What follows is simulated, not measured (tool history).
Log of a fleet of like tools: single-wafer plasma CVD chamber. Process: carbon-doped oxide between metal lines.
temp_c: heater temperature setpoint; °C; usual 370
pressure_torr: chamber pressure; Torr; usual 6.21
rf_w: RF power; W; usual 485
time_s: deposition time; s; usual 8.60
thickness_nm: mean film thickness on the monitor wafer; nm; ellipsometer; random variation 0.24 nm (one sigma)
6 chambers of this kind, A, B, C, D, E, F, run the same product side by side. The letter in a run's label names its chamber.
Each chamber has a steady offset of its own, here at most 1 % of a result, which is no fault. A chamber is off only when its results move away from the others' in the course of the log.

run	day	temp_c	pressure_torr	rf_w	time_s	read-back reference wafer on the same gauge, thickness_nm	thickness_nm
1A	0.454	370	6.21	485	8.60	50.136	42.848
2C	0.904	370	6.21	485	8.60	50.130	43.259
3D	1.217	370	6.21	485	8.60	50.153	42.446
# day 1.496: chamber F: capacitance manometer re-zeroed and calibrated
4B	1.671	370	6.21	485	8.60	50.091	42.683
5E	1.871	370	6.21	485	8.60	50.045	42.509
# day 2.154: chamber C: thermocouple changed; heater temperature recalibrated
6F	2.167	370	6.21	485	8.60	50.114	43.381
7B	2.508	370	6.21	485	8.60	50.065	43.108
8F	2.921	370	6.21	485	8.60	50.052	43.042
9A	3.221	370	6.21	485	8.60	50.103	42.697
10C	3.525	370	6.21	485	8.60	50.169	43.040
11E	3.800	370	6.21	485	8.60	50.115	43.058
12D	4.083	370	6.21	485	8.60	50.066	42.876
13F	4.354	370	6.21	485	8.60	50.135	43.313
14D	4.608	370	6.21	485	8.60	50.104	42.547
15B	5.008	370	5.58	565	8.60	50.082	47.034
16C	5.446	370	5.58	565	8.60	50.081	46.680
17E	5.804	370	5.58	565	8.60	50.074	46.268
18A	6.038	370	5.58	565	8.60	50.029	46.627
19D	6.412	370	5.58	565	8.60	50.098	46.677
20B	6.721	370	5.58	565	8.60	50.192	46.220
21E	7.004	370	6.21	485	8.60	50.204	42.200
22C	7.338	370	6.21	485	8.60	50.090	43.096
23A	7.700	370	6.21	485	8.60	50.118	42.810
24F	8.012	370	6.21	485	8.60	50.060	43.376
25B	8.258	370	6.21	485	8.60	50.140	42.481
26A	8.671	357	6.21	515	8.60	50.094	46.099
27D	9.121	357	6.21	515	8.60	50.121	45.455
28F	9.396	357	6.21	515	8.60	50.082	46.719
29C	9.750	357	6.21	515	8.60	50.155	45.496
30E	10.133	357	6.21	515	8.60	50.080	44.774
31A	10.571	357	6.21	515	8.60	50.096	46.136
32C	10.783	370	6.21	485	8.60	50.063	42.989
33F	11.004	370	6.21	485	8.60	50.027	43.502
34D	11.275	370	6.21	485	8.60	50.140	42.640
35B	11.588	370	6.21	485	8.60	50.122	42.593
36E	11.904	370	6.21	485	8.60	50.142	40.888
37A	12.271	370	6.21	485	8.60	50.039	42.487
38F	12.654	370	6.21	535	10.01	50.144	53.661
39D	12.946	370	6.21	535	10.01	50.058	52.814
40B	13.367	370	6.21	535	10.01	50.092	52.782

Next, every chamber runs the same settings. What will each give?
41A	13.696	382	6.21	485	8.60		?
41B	13.696	382	6.21	485	8.60		?
41C	13.696	382	6.21	485	8.60		?
41D	13.696	382	6.21	485	8.60		?
41E	13.696	382	6.21	485	8.60		?
41F	13.696	382	6.21	485	8.60		?

run	thickness_nm
41A	41.941
41B	41.738
41C	41.891
41D	41.793
41E	40.030
41F	42.315
